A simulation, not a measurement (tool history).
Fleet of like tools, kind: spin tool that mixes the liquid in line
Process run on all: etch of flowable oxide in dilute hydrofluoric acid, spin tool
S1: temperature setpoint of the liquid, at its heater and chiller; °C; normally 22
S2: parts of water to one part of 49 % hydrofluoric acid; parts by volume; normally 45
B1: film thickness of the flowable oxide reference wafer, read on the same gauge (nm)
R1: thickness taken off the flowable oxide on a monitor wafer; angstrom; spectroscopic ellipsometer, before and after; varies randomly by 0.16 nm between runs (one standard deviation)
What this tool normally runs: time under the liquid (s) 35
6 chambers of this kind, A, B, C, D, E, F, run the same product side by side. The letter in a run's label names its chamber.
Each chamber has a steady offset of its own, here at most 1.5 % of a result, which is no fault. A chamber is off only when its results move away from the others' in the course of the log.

{"run": "1F", "day": 0.3, "S1": 22, "S2": 45, "time under the liquid (s)": 35, "B1": 50.019, "R1": 342.38}
{"run": "2C", "day": 0.796, "S1": 22, "S2": 45, "time under the liquid (s)": 35, "B1": 50.005, "R1": 348.73}
{"run": "3B", "day": 1.1, "S1": 22, "S2": 45, "time under the liquid (s)": 35, "B1": 49.978, "R1": 343.96}
{"day": 1.15, "done": "chamber F: hydrofluoric acid flow meter replaced"}
{"run": "4A", "day": 1.617, "S1": 22, "S2": 45, "time under the liquid (s)": 35, "B1": 49.981, "R1": 342.89}
{"day": 2.112, "done": "chamber A: thermometer replaced"}
{"run": "5E", "day": 2.171, "S1": 22, "S2": 45, "time under the liquid (s)": 35, "B1": 50, "R1": 338.48}
{"run": "6D", "day": 2.708, "S1": 22, "S2": 45, "time under the liquid (s)": 35, "B1": 49.991, "R1": 341.52}
{"run": "7A", "day": 3.092, "S1": 22, "S2": 45, "time under the liquid (s)": 35, "B1": 50.003, "R1": 345.03}
{"run": "8E", "day": 3.421, "S1": 22, "S2": 45, "time under the liquid (s)": 35, "B1": 49.995, "R1": 337.46}
{"run": "9B", "day": 3.725, "S1": 23.5, "S2": 45, "time under the liquid (s)": 35, "B1": 50, "R1": 363.26}
{"run": "10C", "day": 4.262, "S1": 23.5, "S2": 45, "time under the liquid (s)": 35, "B1": 50.002, "R1": 364.68}
{"run": "11D", "day": 4.571, "S1": 23.5, "S2": 45, "time under the liquid (s)": 35, "B1": 50.018, "R1": 361.51}
{"run": "12F", "day": 5.221, "S1": 23.5, "S2": 45, "time under the liquid (s)": 35, "B1": 50.007, "R1": 362.39}
{"run": "13B", "day": 5.883, "S1": 23.5, "S2": 45, "time under the liquid (s)": 35, "B1": 49.994, "R1": 362.43}
{"run": "14F", "day": 6.508, "S1": 23.5, "S2": 45, "time under the liquid (s)": 35, "B1": 49.994, "R1": 364.24}
{"run": "15C", "day": 6.833, "S1": 22, "S2": 45, "time under the liquid (s)": 35, "B1": 49.996, "R1": 344.05}
{"run": "16A", "day": 7.417, "S1": 22, "S2": 45, "time under the liquid (s)": 35, "B1": 50.001, "R1": 344.91}
{"run": "17E", "day": 7.754, "S1": 25.5, "S2": 45, "time under the liquid (s)": 50, "B1": 49.987, "R1": 556.44}
{"run": "18D", "day": 8.379, "S1": 25.5, "S2": 45, "time under the liquid (s)": 50, "B1": 50.003, "R1": 560.75}
{"day": 8.583, "done": "chamber D: hydrofluoric acid flow meter replaced"}
{"run": "19D", "day": 8.971, "S1": 25.5, "S2": 45, "time under the liquid (s)": 50, "B1": 49.978, "R1": 561.68}
{"run": "20C", "day": 9.279, "S1": 25.5, "S2": 45, "time under the liquid (s)": 50, "B1": 50, "R1": 568.33}
{"run": "21F", "day": 9.958, "S1": 25.5, "S2": 45, "time under the liquid (s)": 50, "B1": 49.989, "R1": 564.43}
{"run": "22E", "day": 10.575, "S1": 25.5, "S2": 45, "time under the liquid (s)": 50, "B1": 50.01, "R1": 552.29}
{"day": 10.983, "done": "chamber B: thermometer replaced"}
{"run": "23A", "day": 11.167, "S1": 18, "S2": 45, "time under the liquid (s)": 35, "B1": 49.997, "R1": 291.34}
{"run": "24B", "day": 11.704, "S1": 18, "S2": 45, "time under the liquid (s)": 35, "B1": 50.018, "R1": 290.42}
{"run": "25B", "day": 12.121, "S1": 18, "S2": 45, "time under the liquid (s)": 35, "B1": 49.998, "R1": 288.55}
{"run": "26F", "day": 12.729, "S1": 18, "S2": 45, "time under the liquid (s)": 35, "B1": 50.008, "R1": 290.8}
{"run": "27E", "day": 13.162, "S1": 18, "S2": 45, "time under the liquid (s)": 35, "B1": 49.988, "R1": 281.06}
{"run": "28D", "day": 13.6, "S1": 18, "S2": 45, "time under the liquid (s)": 35, "B1": 50.003, "R1": 289.68}
{"run": "29A", "day": 13.958, "S1": 22, "S2": 45, "time under the liquid (s)": 35, "B1": 49.998, "R1": 344.1}
{"run": "30C", "day": 14.412, "S1": 25, "S2": 55, "time under the liquid (s)": 35, "B1": 50, "R1": 315.64}
{"run": "31A", "day": 14.754, "S1": 25, "S2": 55, "time under the liquid (s)": 35, "B1": 49.999, "R1": 319.24}
{"run": "32E", "day": 15.371, "S1": 25, "S2": 55, "time under the liquid (s)": 35, "B1": 50.007, "R1": 301.9}
{"run": "33C", "day": 15.996, "S1": 25, "S2": 55, "time under the liquid (s)": 35, "B1": 49.994, "R1": 315.05}
{"run": "34F", "day": 16.533, "S1": 25, "S2": 55, "time under the liquid (s)": 35, "B1": 50.013, "R1": 309.45}
{"run": "35D", "day": 16.933, "S1": 25, "S2": 55, "time under the liquid (s)": 35, "B1": 49.999, "R1": 312.93}
{"run": "36B", "day": 17.342, "S1": 22, "S2": 45, "time under the liquid (s)": 35, "B1": 50.007, "R1": 342.66}

Each of the 6 chambers runs these same settings next. Fill in every chamber's results:
{"run": "37A", "day": 17.838, "S1": 22, "S2": 45, "time under the liquid (s)": 35, "R1": "?"}
{"run": "37B", "day": 17.838, "S1": 22, "S2": 45, "time under the liquid (s)": 35, "R1": "?"}
{"run": "37C", "day": 17.838, "S1": 22, "S2": 45, "time under the liquid (s)": 35, "R1": "?"}
{"run": "37D", "day": 17.838, "S1": 22, "S2": 45, "time under the liquid (s)": 35, "R1": "?"}
{"run": "37E", "day": 17.838, "S1": 22, "S2": 45, "time under the liquid (s)": 35, "R1": "?"}
{"run": "37F", "day": 17.838, "S1": 22, "S2": 45, "time under the liquid (s)": 35, "R1": "?"}

run=37A R1=343.53
run=37B R1=339.66
run=37C R1=343.5
run=37D R1=342.19
run=37E R1=331.49
run=37F R1=343.54

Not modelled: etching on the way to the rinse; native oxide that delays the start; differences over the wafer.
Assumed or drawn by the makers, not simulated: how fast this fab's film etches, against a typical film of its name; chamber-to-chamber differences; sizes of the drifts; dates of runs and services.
